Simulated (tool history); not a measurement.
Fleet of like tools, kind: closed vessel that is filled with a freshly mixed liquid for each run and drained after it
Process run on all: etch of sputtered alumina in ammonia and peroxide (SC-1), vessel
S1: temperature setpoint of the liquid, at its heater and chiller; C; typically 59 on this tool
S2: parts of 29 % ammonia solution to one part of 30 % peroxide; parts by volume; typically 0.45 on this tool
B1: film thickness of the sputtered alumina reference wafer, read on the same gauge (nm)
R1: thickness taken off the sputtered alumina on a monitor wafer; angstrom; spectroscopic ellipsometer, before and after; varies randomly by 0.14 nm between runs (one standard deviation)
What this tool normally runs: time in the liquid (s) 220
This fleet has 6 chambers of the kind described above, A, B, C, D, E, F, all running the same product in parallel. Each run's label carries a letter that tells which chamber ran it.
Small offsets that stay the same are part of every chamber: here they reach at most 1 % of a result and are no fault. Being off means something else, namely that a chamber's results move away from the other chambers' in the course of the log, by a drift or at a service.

Run 1D, hour 10.0: usual settings; B1 139.98. Result: R1 167.990 angstrom.
At hour 13.9: chamber B: ammonia flow meter replaced.
Run 2E, hour 19.1: usual settings; B1 140.00. Result: R1 163.850 angstrom.
Run 3B, hour 25.8: usual settings; B1 140.00. Result: R1 162.820 angstrom.
Run 4A, hour 31.0: usual settings; B1 140.00. Result: R1 164.900 angstrom.
Run 5F, hour 37.3: usual settings; B1 140.00. Result: R1 162.130 angstrom.
Run 6C, hour 46.5: usual settings; B1 140.00. Result: R1 161.710 angstrom.
Run 7D, hour 52.7: usual settings; B1 139.98. Result: R1 167.590 angstrom.
Run 8E, hour 59.3: usual settings; B1 140.00. Result: R1 165.880 angstrom.
Run 9F, hour 68.4: usual settings; B1 140.00. Result: R1 165.450 angstrom.
Run 10A, hour 75.9: usual settings; B1 140.01. Result: R1 166.080 angstrom.
At hour 80.4: chamber A: ammonia flow meter replaced.
Run 11B, hour 81.6: usual settings; B1 139.97. Result: R1 164.430 angstrom.
Run 12C, hour 87.4: usual settings; B1 140.02. Result: R1 159.130 angstrom.
Run 13C, hour 97.0: usual settings; B1 140.00. Result: R1 161.560 angstrom.
Run 14A, hour 106.4: usual settings; B1 140.02. Result: R1 165.090 angstrom.
Run 15B, hour 115.8: usual settings; B1 139.96. Result: R1 162.850 angstrom.
At hour 117.2: chamber F: new drum of ammonia solution connected.
Run 16D, hour 124.0: usual settings; B1 139.98. Result: R1 165.500 angstrom.
Run 17E, hour 131.8: usual settings; B1 139.99. Result: R1 162.820 angstrom.
At hour 135.6: chamber B: thermometer replaced.
Run 18F, hour 139.2: usual settings; B1 140.04. Result: R1 163.880 angstrom.
Run 19E, hour 146.4: usual settings; B1 139.98. Result: R1 166.970 angstrom.
At hour 149.9: chamber A: new drum of ammonia solution connected.
Run 20C, hour 154.4: usual settings but time in the liquid (s) 335; B1 140.00. Result: R1 239.940 angstrom.
Run 21A, hour 162.9: usual settings but time in the liquid (s) 335; B1 140.03. Result: R1 254.970 angstrom.
Run 22D, hour 172.1: usual settings but time in the liquid (s) 335; B1 140.00. Result: R1 252.680 angstrom.
Run 23F, hour 178.5: usual settings but time in the liquid (s) 335; B1 140.01. Result: R1 247.650 angstrom.
Run 24B, hour 187.0: usual settings but time in the liquid (s) 335; B1 140.01. Result: R1 252.300 angstrom.
Run 25C, hour 197.1: usual settings but time in the liquid (s) 335; B1 140.00. Result: R1 238.980 angstrom.
Run 26B, hour 205.7: usual settings; B1 139.98. Result: R1 165.780 angstrom.
Run 27D, hour 213.8: usual settings; B1 139.99. Result: R1 166.470 angstrom.
At hour 215.6: chamber D: new drum of ammonia solution connected.
Run 28F, hour 219.5: usual settings; B1 140.01. Result: R1 166.910 angstrom.
Run 29E, hour 226.5: usual settings; B1 139.98. Result: R1 163.820 angstrom.
Run 30A, hour 234.3: usual settings; B1 140.00. Result: R1 164.730 angstrom.
Run 31D, hour 241.2: usual settings but S2 0.55 parts by volume, time in the liquid (s) 140; B1 139.99. Result: R1 108.230 angstrom.
Run 32C, hour 248.3: usual settings but S2 0.55 parts by volume, time in the liquid (s) 140; B1 140.00. Result: R1 99.721 angstrom.
Run 33A, hour 255.1: usual settings but S2 0.55 parts by volume, time in the liquid (s) 140; B1 139.99. Result: R1 107.080 angstrom.
Run 34B, hour 260.8: usual settings but S2 0.55 parts by volume, time in the liquid (s) 140; B1 140.00. Result: R1 107.700 angstrom.
Run 35F, hour 266.9: usual settings but S2 0.55 parts by volume, time in the liquid (s) 140; B1 139.99. Result: R1 108.010 angstrom.
Run 36E, hour 276.6: usual settings but S2 0.55 parts by volume, time in the liquid (s) 140; B1 140.03. Result: R1 105.010 angstrom.
Run 37D, hour 286.4: usual settings; B1 139.98. Result: R1 165.800 angstrom.
Run 38B, hour 293.2: usual settings; B1 140.00. Result: R1 163.860 angstrom.
Run 39A, hour 302.1: usual settings but S2 0.35 parts by volume; B1 140.00. Result: R1 162.110 angstrom.
Run 40F, hour 309.9: usual settings but S2 0.35 parts by volume; B1 140.02. Result: R1 160.990 angstrom.

Decide between three cases: one chamber stands off from its peers, the gauge reading all wafers drifts, or nothing is wrong past each chamber's small offset. Where a chamber is off, say which and what most likely put it there.

It is chamber C that slowly wanders off from its peers.
What lies behind it: liquid colder than its thermometer reads (K) = 1.28.

Chamber C could run next with any of the 4 candidate recipes listed below; each alters the usual settings, and their results appear as question marks. Which one brings its results back in line with what the other chambers deliver on the usual settings?
Allowed miss from the other chambers' usual-settings mean, per result, to count as in line: R1 5.000 angstrom
Run 41C-1, hour 317.2: usual settings but S1 60.5 C. Result: R1 ?.
Run 41C-2, hour 317.2: usual settings but S1 57.5 C. Result: R1 ?.
Run 41C-3, hour 317.2: usual settings but time in the liquid (s) 215. Result: R1 ?.
Run 41C-4, hour 317.2: usual settings but S2 0.60 parts by volume. Result: R1 ?.

Usual-settings mean across the other chambers: R1 165.310 angstrom
  run       R1
41C-1  164.240
41C-2  140.810
41C-3  148.720
41C-4  156.440
The answer is 41C-1, which returns the chamber to within the allowed miss of the others.
